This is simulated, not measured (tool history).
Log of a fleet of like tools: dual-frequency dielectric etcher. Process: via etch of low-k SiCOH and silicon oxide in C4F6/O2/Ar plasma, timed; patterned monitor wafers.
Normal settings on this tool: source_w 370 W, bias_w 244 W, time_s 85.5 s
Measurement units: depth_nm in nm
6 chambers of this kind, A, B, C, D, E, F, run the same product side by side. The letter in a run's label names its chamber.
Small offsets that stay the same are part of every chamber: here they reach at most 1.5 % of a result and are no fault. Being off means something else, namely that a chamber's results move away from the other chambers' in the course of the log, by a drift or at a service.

run	hour	source_w	bias_w	time_s	read-back reference wafer on the same gauge, depth_nm	depth_nm
1B	7.3	370	244	85.5	272.08	259.9
# hour 19.3: chamber E: wet clean of the chamber
2C	19.6	370	244	85.5	272.21	257.83
# hour 30.7: chamber B: wet clean of the chamber
3F	34.8	370	244	85.5	272.11	255.75
4D	48.2	370	244	85.5	272.13	255.97
5E	64.4	370	244	85.5	272.18	258.04
6A	77.7	370	244	85.5	272.19	258.13
7E	85.3	370	244	85.5	272.24	258.2
8C	97.8	370	244	85.5	272.26	257.91
# hour 104.1: chamber F: wet clean of the chamber
9D	107	370	244	85.5	272.23	256.49
10A	114.7	370	244	85.5	272.33	257.84
# hour 121.3: chamber A: wet clean of the chamber
11F	131.3	370	244	85.5	272.38	255.7
12B	146.7	370	244	85.5	272.52	259.17
13D	159	370	244	85.5	272.43	256.07
14C	172.2	370	244	85.5	272.63	258.14
15F	187.7	370	244	85.5	272.71	256.21
16E	195.4	370	244	85.5	272.68	258.4
17B	203.1	370	280	68.5	272.63	218.13
18A	212.6	370	280	68.5	272.71	216.69
19C	225.6	370	280	68.5	272.82	217.01
# hour 227.4: chamber D: wet clean of the chamber
20B	234.1	370	280	68.5	272.86	218.4
21D	242.8	370	280	68.5	272.78	215.92
22A	253	370	280	68.5	272.8	217.13
23E	260.8	330	244	75	272.84	217.52
24F	270.3	330	244	75	272.85	215.32
25F	284.6	330	244	75	272.85	215.42
# hour 288: chamber A: source power generator calibrated
26D	293.4	330	244	75	273.05	215.15
27E	310	330	244	75	273.11	217.93
28C	321.8	330	244	75	272.99	216.79
29B	337.7	370	244	85.5	273.11	260.51
30A	349.5	370	244	85.5	273.06	257.89
31A	363.3	370	244	85.5	273.2	258.19
32E	377.7	370	244	85.5	273.33	258.71
33B	386.2	370	244	85.5	273.28	260.28
34C	400.9	370	244	85.5	273.37	258.58
# hour 404.7: chamber C: wet clean of the chamber
35F	413.5	370	244	85.5	273.38	256.04
36D	429.9	370	244	85.5	273.54	256.92
37C	437.6	370	244	85.5	273.47	259.41
38A	450.8	370	244	85.5	273.52	258.6
39F	465.7	370	244	96.5	273.58	290.1
# hour 474.6: chamber B: wet clean of the chamber
40E	478.3	370	244	96.5	273.67	292.19
41D	492.5	370	244	96.5	273.54	290.03
# hour 504.6: chamber E: source power generator calibrated
42B	505.3	370	244	96.5	273.59	294.29
43E	518.2	370	244	96.5	273.65	292.54

Has any chamber moved away from the others, gradually or after a service, or does the common gauge drift, or do the chambers differ only by their own small steady offsets? State the chamber and the most likely cause if one applies.

None of the chambers is off. What moves is the gauge, dragging all their readings along together.
Cause: gauge reads high (%) = 0.642.
